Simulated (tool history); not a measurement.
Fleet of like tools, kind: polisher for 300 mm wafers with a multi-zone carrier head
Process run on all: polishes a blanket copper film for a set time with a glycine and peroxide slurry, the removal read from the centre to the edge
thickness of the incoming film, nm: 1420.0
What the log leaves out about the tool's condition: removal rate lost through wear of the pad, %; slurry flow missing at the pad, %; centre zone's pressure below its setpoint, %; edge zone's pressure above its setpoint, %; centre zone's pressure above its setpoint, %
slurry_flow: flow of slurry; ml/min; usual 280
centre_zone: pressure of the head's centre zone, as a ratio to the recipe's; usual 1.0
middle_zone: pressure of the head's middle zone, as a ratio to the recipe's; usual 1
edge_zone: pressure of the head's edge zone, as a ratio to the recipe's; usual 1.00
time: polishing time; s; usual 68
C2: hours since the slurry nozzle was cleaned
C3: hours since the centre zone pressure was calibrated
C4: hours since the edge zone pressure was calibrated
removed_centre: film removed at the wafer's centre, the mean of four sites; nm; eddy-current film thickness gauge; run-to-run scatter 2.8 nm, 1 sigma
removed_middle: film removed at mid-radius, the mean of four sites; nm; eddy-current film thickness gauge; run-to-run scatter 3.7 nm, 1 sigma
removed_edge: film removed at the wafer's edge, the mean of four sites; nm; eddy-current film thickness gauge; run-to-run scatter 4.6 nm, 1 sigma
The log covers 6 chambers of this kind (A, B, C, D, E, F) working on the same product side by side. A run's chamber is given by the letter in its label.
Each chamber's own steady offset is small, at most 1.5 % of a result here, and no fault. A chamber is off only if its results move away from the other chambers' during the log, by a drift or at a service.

Run 1F, hour 5.8: usual settings; wafers polished on this pad 1500; C2 363.5; C3 126.8; C4 756.7. Result: removed_centre 347.18 nm, removed_middle 352.11 nm, removed_edge 351.27 nm.
At hour 12.2: chamber F: worn pad replaced by a new one.
At hour 12.7: chamber E: worn pad replaced by a new one.
Run 2E, hour 18.8: usual settings; wafers polished on this pad 77; C2 310.6; C3 563.8; C4 238.5. Result: removed_centre 357.55 nm, removed_middle 349.34 nm, removed_edge 350.56 nm.
At hour 24.5: chamber D: worn pad replaced by a new one.
Run 3A, hour 27.9: usual settings; wafers polished on this pad 533; C2 281.3; C3 348.0; C4 338.8. Result: removed_centre 349.32 nm, removed_middle 355.50 nm, removed_edge 356.43 nm.
Run 4C, hour 38.2: usual settings; wafers polished on this pad 598; C2 716.9; C3 517.8; C4 375.2. Result: removed_centre 349.65 nm, removed_middle 350.71 nm, removed_edge 354.15 nm.
Run 5B, hour 45.6: usual settings; wafers polished on this pad 1187; C2 148.9; C3 369.0; C4 436.9. Result: removed_centre 352.37 nm, removed_middle 360.01 nm, removed_edge 351.29 nm.
At hour 52.8: chamber B: worn pad replaced by a new one.
Run 6D, hour 56.0: usual settings; wafers polished on this pad 397; C2 625.7; C3 1016.6; C4 213.5. Result: removed_centre 355.75 nm, removed_middle 357.78 nm, removed_edge 349.14 nm.
Run 7D, hour 63.3: usual settings; wafers polished on this pad 489; C2 633.0; C3 1023.9; C4 220.8. Result: removed_centre 354.80 nm, removed_middle 357.24 nm, removed_edge 350.12 nm.
Run 8E, hour 68.9: usual settings; wafers polished on this pad 708; C2 360.7; C3 613.9; C4 288.6. Result: removed_centre 355.06 nm, removed_middle 352.73 nm, removed_edge 352.27 nm.
Run 9A, hour 76.5: usual settings; wafers polished on this pad 1145; C2 329.9; C3 396.6; C4 387.4. Result: removed_centre 349.20 nm, removed_middle 347.04 nm, removed_edge 360.22 nm.
At hour 77.5: chamber C: worn pad replaced by a new one.
At hour 78.7: chamber A: worn pad replaced by a new one.
At hour 84.5: chamber C: slurry nozzle cleaned.
Run 10B, hour 87.2: usual settings but edge_zone 0.94, time 85 s; wafers polished on this pad 433; C2 190.5; C3 410.6; C4 478.5. Result: removed_centre 441.49 nm, removed_middle 448.44 nm, removed_edge 428.52 nm.
At hour 91.6: chamber D: worn pad replaced by a new one.
Run 11C, hour 100.1: usual settings but edge_zone 0.94, time 85 s; wafers polished on this pad 284; C2 15.6; C3 579.7; C4 437.1. Result: removed_centre 435.23 nm, removed_middle 446.16 nm, removed_edge 428.90 nm.
At hour 103.0: chamber E: worn pad replaced by a new one.
Run 12F, hour 110.5: usual settings but edge_zone 0.94, time 85 s; wafers polished on this pad 1239; C2 468.2; C3 231.5; C4 861.4. Result: removed_centre 438.86 nm, removed_middle 448.14 nm, removed_edge 425.04 nm.
Run 13B, hour 116.5: usual settings but edge_zone 0.94, time 85 s; wafers polished on this pad 802; C2 219.8; C3 439.9; C4 507.8. Result: removed_centre 439.47 nm, removed_middle 441.55 nm, removed_edge 430.72 nm.
At hour 120.0: chamber A: slurry nozzle cleaned.
Run 14A, hour 122.3: usual settings but edge_zone 0.94, time 85 s; wafers polished on this pad 549; C2 2.3; C3 442.4; C4 433.2. Result: removed_centre 439.10 nm, removed_middle 450.20 nm, removed_edge 435.51 nm.
At hour 122.5: chamber F: worn pad replaced by a new one.
At hour 129.1: chamber E: slurry nozzle cleaned.
Run 15F, hour 129.6: usual settings but edge_zone 0.94, time 85 s; wafers polished on this pad 89; C2 487.3; C3 250.6; C4 880.5. Result: removed_centre 434.75 nm, removed_middle 441.08 nm, removed_edge 436.73 nm.
Run 16D, hour 136.3: usual settings; wafers polished on this pad 563; C2 706.0; C3 1096.9; C4 293.8. Result: removed_centre 352.49 nm, removed_middle 357.28 nm, removed_edge 354.61 nm.
Run 17E, hour 144.1: usual settings; wafers polished on this pad 517; C2 15.0; C3 689.1; C4 363.8. Result: removed_centre 356.15 nm, removed_middle 352.45 nm, removed_edge 357.30 nm.
At hour 147.1: chamber C: worn pad replaced by a new one.
Run 18C, hour 151.2: usual settings but centre_zone 1.1; wafers polished on this pad 51; C2 66.7; C3 630.8; C4 488.2. Result: removed_centre 389.73 nm, removed_middle 353.13 nm, removed_edge 357.04 nm.
Run 19C, hour 158.5: usual settings but centre_zone 1.1; wafers polished on this pad 143; C2 74.0; C3 638.1; C4 495.5. Result: removed_centre 388.91 nm, removed_middle 350.19 nm, removed_edge 354.44 nm.
At hour 159.5: chamber B: worn pad replaced by a new one.
At hour 161.4: chamber B: slurry nozzle cleaned.
Run 20E, hour 166.5: usual settings but centre_zone 1.1; wafers polished on this pad 800; C2 37.4; C3 711.5; C4 386.2. Result: removed_centre 398.13 nm, removed_middle 356.18 nm, removed_edge 356.97 nm.
At hour 170.6: chamber D: worn pad replaced by a new one.
Run 21A, hour 173.6: usual settings but centre_zone 1.1; wafers polished on this pad 1195; C2 53.6; C3 493.7; C4 484.5. Result: removed_centre 388.12 nm, removed_middle 360.15 nm, removed_edge 347.41 nm.
At hour 174.2: chamber E: edge zone pressure recalibrated.
At hour 174.3: chamber A: worn pad replaced by a new one.
Run 22F, hour 181.6: usual settings but centre_zone 1.1; wafers polished on this pad 744; C2 539.3; C3 302.6; C4 932.5. Result: removed_centre 390.98 nm, removed_middle 353.29 nm, removed_edge 353.42 nm.
Run 23D, hour 189.8: usual settings but centre_zone 1.1; wafers polished on this pad 242; C2 759.5; C3 1150.4; C4 347.3. Result: removed_centre 396.25 nm, removed_middle 352.60 nm, removed_edge 344.68 nm.
At hour 193.5: chamber C: edge zone pressure recalibrated.
At hour 196.8: chamber D: centre zone pressure recalibrated.
Run 24B, hour 199.5: usual settings; wafers polished on this pad 504; C2 38.2; C3 522.9; C4 590.8. Result: removed_centre 357.39 nm, removed_middle 357.92 nm, removed_edge 359.08 nm.
At hour 208.1: chamber E: worn pad replaced by a new one.
Run 25D, hour 211.9: usual settings; wafers polished on this pad 521; C2 781.6; C3 15.2; C4 369.4. Result: removed_centre 356.41 nm, removed_middle 350.82 nm, removed_edge 348.22 nm.
Run 26A, hour 217.9: usual settings; wafers polished on this pad 549; C2 97.9; C3 538.0; C4 528.8. Result: removed_centre 349.14 nm, removed_middle 356.80 nm, removed_edge 346.37 nm.
Run 27B, hour 223.9: usual settings; wafers polished on this pad 811; C2 62.6; C3 547.3; C4 615.2. Result: removed_centre 354.22 nm, removed_middle 354.09 nm, removed_edge 353.17 nm.
At hour 228.0: chamber F: worn pad replaced by a new one.
Run 28E, hour 230.6: usual settings; wafers polished on this pad 284; C2 101.5; C3 775.6; C4 56.5. Result: removed_centre 356.74 nm, removed_middle 356.12 nm, removed_edge 354.96 nm.
At hour 231.4: chamber C: worn pad replaced by a new one.
Run 29F, hour 238.9: usual settings; wafers polished on this pad 138; C2 596.6; C3 359.9; C4 989.8. Result: removed_centre 356.77 nm, removed_middle 356.55 nm, removed_edge 356.83 nm.
Run 30C, hour 251.8: usual settings but centre_zone 0.9, time 76 s; wafers polished on this pad 257; C2 167.3; C3 731.4; C4 58.4. Result: removed_centre 355.71 nm, removed_middle 392.28 nm, removed_edge 396.64 nm.
At hour 254.9: chamber D: worn pad replaced by a new one.
At hour 258.6: chamber B: worn pad replaced by a new one.
Run 31F, hour 259.8: usual settings but centre_zone 0.9, time 76 s; wafers polished on this pad 401; C2 617.5; C3 380.8; C4 1010.7. Result: removed_centre 346.09 nm, removed_middle 401.18 nm, removed_edge 399.84 nm.
At hour 261.3: chamber A: worn pad replaced by a new one.
Run 32B, hour 267.0: usual settings but centre_zone 0.9, time 76 s; wafers polished on this pad 106; C2 105.7; C3 590.4; C4 658.3. Result: removed_centre 357.41 nm, removed_middle 390.11 nm, removed_edge 392.27 nm.
At hour 274.0: chamber A: centre zone pressure recalibrated.
Run 33A, hour 274.9: usual settings but centre_zone 0.9, time 76 s; wafers polished on this pad 172; C2 154.9; C3 0.9; C4 585.8. Result: removed_centre 356.47 nm, removed_middle 386.02 nm, removed_edge 393.21 nm.
At hour 282.8: chamber E: centre zone pressure recalibrated.
Run 34C, hour 286.6: usual settings but centre_zone 0.9, time 76 s; wafers polished on this pad 696; C2 202.1; C3 766.2; C4 93.2. Result: removed_centre 344.04 nm, removed_middle 393.22 nm, removed_edge 396.93 nm.
At hour 295.4: chamber E: worn pad replaced by a new one.
Run 35D, hour 299.4: usual settings but centre_zone 0.9, time 76 s; wafers polished on this pad 561; C2 869.1; C3 102.7; C4 456.9. Result: removed_centre 349.89 nm, removed_middle 392.91 nm, removed_edge 388.54 nm.
Run 36E, hour 306.9: usual settings; wafers polished on this pad 144; C2 177.8; C3 24.2; C4 132.8. Result: removed_centre 354.21 nm, removed_middle 352.89 nm, removed_edge 349.64 nm.
At hour 314.5: chamber C: worn pad replaced by a new one.
Run 37B, hour 316.8: usual settings; wafers polished on this pad 733; C2 155.5; C3 640.2; C4 708.1. Result: removed_centre 353.16 nm, removed_middle 353.81 nm, removed_edge 347.75 nm.
At hour 324.3: chamber D: worn pad replaced by a new one.
At hour 325.8: chamber F: worn pad replaced by a new one.
Run 38C, hour 328.9: usual settings; wafers polished on this pad 181; C2 244.4; C3 808.5; C4 135.5. Result: removed_centre 352.42 nm, removed_middle 357.08 nm, removed_edge 346.55 nm.
At hour 338.2: chamber F: edge zone pressure recalibrated.
Run 39D, hour 339.3: usual settings; wafers polished on this pad 189; C2 909.0; C3 142.6; C4 496.8. Result: removed_centre 356.68 nm, removed_middle 353.91 nm, removed_edge 352.88 nm.
At hour 351.9: chamber A: worn pad replaced by a new one.
Run 40F, hour 352.0: usual settings; wafers polished on this pad 330; C2 709.7; C3 473.0; C4 13.9. Result: removed_centre 349.46 nm, removed_middle 353.55 nm, removed_edge 352.74 nm.
Run 41E, hour 358.0: usual settings; wafers polished on this pad 788; C2 228.9; C3 75.3; C4 183.9. Result: removed_centre 355.91 nm, removed_middle 353.23 nm, removed_edge 355.59 nm.
Run 42A, hour 365.3: usual settings; wafers polished on this pad 169; C2 245.3; C3 91.3; C4 676.2. Result: removed_centre 352.46 nm, removed_middle 348.00 nm, removed_edge 360.35 nm.
Run 43F, hour 375.4: usual settings; wafers polished on this pad 624; C2 733.1; C3 496.4; C4 37.3. Result: removed_centre 353.28 nm, removed_middle 349.93 nm, removed_edge 350.98 nm.
At hour 378.6: chamber B: worn pad replaced by a new one.
Run 44B, hour 384.5: usual settings; wafers polished on this pad 74; C2 223.2; C3 707.9; C4 775.8. Result: removed_centre 353.81 nm, removed_middle 356.87 nm, removed_edge 358.99 nm.

Next, all 6 chambers run the settings below, one line each with question marks for the results. What does each chamber give?
Run 45A, hour 393.8: usual settings but time 47 s. Result: removed_centre ?, removed_middle ?, removed_edge ?.
Run 45B, hour 393.8: usual settings but time 47 s. Result: removed_centre ?, removed_middle ?, removed_edge ?.
Run 45C, hour 393.8: usual settings but time 47 s. Result: removed_centre ?, removed_middle ?, removed_edge ?.
Run 45D, hour 393.8: usual settings but time 47 s. Result: removed_centre ?, removed_middle ?, removed_edge ?.
Run 45E, hour 393.8: usual settings but time 47 s. Result: removed_centre ?, removed_middle ?, removed_edge ?.
Run 45F, hour 393.8: usual settings but time 47 s. Result: removed_centre ?, removed_middle ?, removed_edge ?.

run  removed_centre  removed_middle  removed_edge
45A          244.54          242.78        241.09
45B          244.30          248.87        242.59
45C          241.94          242.02        246.90
45D          245.38          244.02        244.23
45E          245.69          244.00        243.25
45F          241.87          246.46        246.60

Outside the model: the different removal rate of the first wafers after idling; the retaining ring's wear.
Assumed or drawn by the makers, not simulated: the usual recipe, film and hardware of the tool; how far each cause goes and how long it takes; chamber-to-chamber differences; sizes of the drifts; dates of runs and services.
